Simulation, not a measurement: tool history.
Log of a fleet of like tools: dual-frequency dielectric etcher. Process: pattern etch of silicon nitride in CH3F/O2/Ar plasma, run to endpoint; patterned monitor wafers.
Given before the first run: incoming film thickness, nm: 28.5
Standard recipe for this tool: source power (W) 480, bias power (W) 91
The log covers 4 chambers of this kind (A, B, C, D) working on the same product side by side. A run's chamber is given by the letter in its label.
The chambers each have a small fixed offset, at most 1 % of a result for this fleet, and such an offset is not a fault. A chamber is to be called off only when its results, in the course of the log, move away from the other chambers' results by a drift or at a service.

| run | hour | source power (W) | bias power (W) | hours since the last wet clean | hours since the last source power generator calibration | hours since the last bias power generator calibration | endpoint time (s) |
|---|---|---|---|---|---|---|---|
| 1C | 7.1 | 480 | 91 | 189.3 | 3768.9 | 2820.6 | 35.551 |
| 2A | 14.3 | 480 | 91 | 48.7 | 106.6 | 1109.6 | 35.739 |
| 3B | 18.8 | 480 | 91 | 318.7 | 2045.8 | 66.4 | 35.735 |
| 4D | 22.8 | 480 | 91 | 137.1 | 2637.0 | 2340.8 | 35.450 |
| 5A | 30.9 | 480 | 91 | 65.3 | 123.2 | 1126.2 | 35.875 |
| 6C | 37.2 | 480 | 91 | 219.4 | 3799.0 | 2850.7 | 35.632 |
| 7D | 44.5 | 480 | 91 | 158.8 | 2658.7 | 2362.5 | 35.728 |
| 8B | 51.1 | 480 | 91 | 351.0 | 2078.1 | 98.7 | 35.801 |
| 9A | 57.4 | 480 | 91 | 91.8 | 149.7 | 1152.7 | 35.775 |
| 10C | 65.1 | 480 | 91 | 247.3 | 3826.9 | 2878.6 | 35.485 |
| 11D | 72.3 | 480 | 91 | 186.6 | 2686.5 | 2390.3 | 35.659 |
| 12B | 79.9 | 480 | 91 | 379.8 | 2106.9 | 127.5 | 35.623 |
| 13C | 86.1 | 570 | 91 | 268.3 | 3847.9 | 2899.6 | 33.326 |
| 14A | 91.5 | 570 | 91 | 125.9 | 183.8 | 1186.8 | 33.498 |
| 15D | 99.8 | 570 | 91 | 214.1 | 2714.0 | 2417.8 | 33.303 |
| 16B | 107.8 | 570 | 91 | 407.7 | 2134.8 | 155.4 | 33.352 |
| 17D | 116.0 | 480 | 91 | 230.3 | 2730.2 | 2434.0 | 35.686 |
| 18A | 123.9 | 480 | 91 | 158.3 | 216.2 | 1219.2 | 35.805 |
| 19B | 129.0 | 400 | 103 | 428.9 | 2156.0 | 176.6 | 36.485 |
| 20C | 133.7 | 400 | 103 | 315.9 | 3895.5 | 2947.2 | 36.040 |
| 21B | 138.3 | 400 | 103 | 438.2 | 2165.3 | 185.9 | 36.451 |
| 22A | 143.1 | 400 | 103 | 177.5 | 235.4 | 1238.4 | 36.728 |
| 23C | 150.8 | 480 | 91 | 333.0 | 3912.6 | 2964.3 | 35.141 |
|  | 157.8 | chamber B: wet clean of the chamber |
| 24D | 158.2 | 480 | 91 | 272.5 | 2772.4 | 2476.2 | 35.617 |
| 25C | 165.5 | 480 | 91 | 347.7 | 3927.3 | 2979.0 | 35.047 |
| 26D | 172.0 | 480 | 91 | 286.3 | 2786.2 | 2490.0 | 35.745 |
| 27B | 177.9 | 480 | 91 | 20.1 | 2204.9 | 225.5 | 35.707 |
| 28A | 184.7 | 480 | 91 | 219.1 | 277.0 | 1280.0 | 35.620 |
| 29D | 190.9 | 390 | 99 | 305.2 | 2805.1 | 2508.9 | 37.036 |
| 30C | 197.2 | 390 | 99 | 379.4 | 3959.0 | 3010.7 | 36.519 |
| 31A | 202.7 | 390 | 99 | 237.1 | 295.0 | 1298.0 | 37.321 |
| 32B | 207.1 | 390 | 99 | 49.3 | 2234.1 | 254.7 | 37.274 |
| 33B | 215.3 | 480 | 91 | 57.5 | 2242.3 | 262.9 | 35.428 |
| 34A | 221.5 | 370 | 78 | 255.9 | 313.8 | 1316.8 | 41.655 |
| 35C | 228.6 | 370 | 78 | 410.8 | 3990.4 | 3042.1 | 40.466 |
| 36D | 233.4 | 370 | 78 | 347.7 | 2847.6 | 2551.4 | 41.518 |
| 37C | 240.2 | 370 | 78 | 422.4 | 4002.0 | 3053.7 | 40.463 |
| 38D | 247.7 | 480 | 91 | 362.0 | 2861.9 | 2565.7 | 35.608 |
| 39A | 253.3 | 480 | 91 | 287.7 | 345.6 | 1348.6 | 35.729 |
| 40B | 259.2 | 480 | 80 | 101.4 | 2286.2 | 306.8 | 37.267 |
| 41D | 267.5 | 480 | 80 | 381.8 | 2881.7 | 2585.5 | 37.208 |
| 42B | 274.9 | 480 | 80 | 117.1 | 2301.9 | 322.5 | 37.337 |

Has any chamber moved away from the others, gradually or after a service, or does the common gauge drift, or do the chambers differ only by their own small steady offsets? State the chamber and the most likely cause if one applies.

One chamber, C, drifts off from the rest bit by bit.
Cause: etch rate over this chamber's usual, % = 2.9.

Here are 4 candidates for chamber C's next run, each the usual settings with a change, their results left as question marks. Which one brings its results back in line with what the others give on the usual settings?
To be in line, a result may differ from the other chambers' mean on the usual settings by at most: endpoint time (s) 0.380
| 43C-1 | 281.0 | 470 | 89 |  |  |  | ? |
| 43C-2 | 281.0 | 500 | 95 |  |  |  | ? |
| 43C-3 | 281.0 | 480 | 82 |  |  |  | ? |
| 43C-4 | 281.0 | 500 | 91 |  |  |  | ? |

The other chambers' mean on the usual settings: endpoint time (s) 35.670
| run | endpoint time (s) |
|---|---|
| 43C-1 | 35.081 |
| 43C-2 | 33.491 |
| 43C-3 | 35.822 |
| 43C-4 | 34.008 |
Change 43C-3 lands the chamber within the allowed miss of the other chambers.
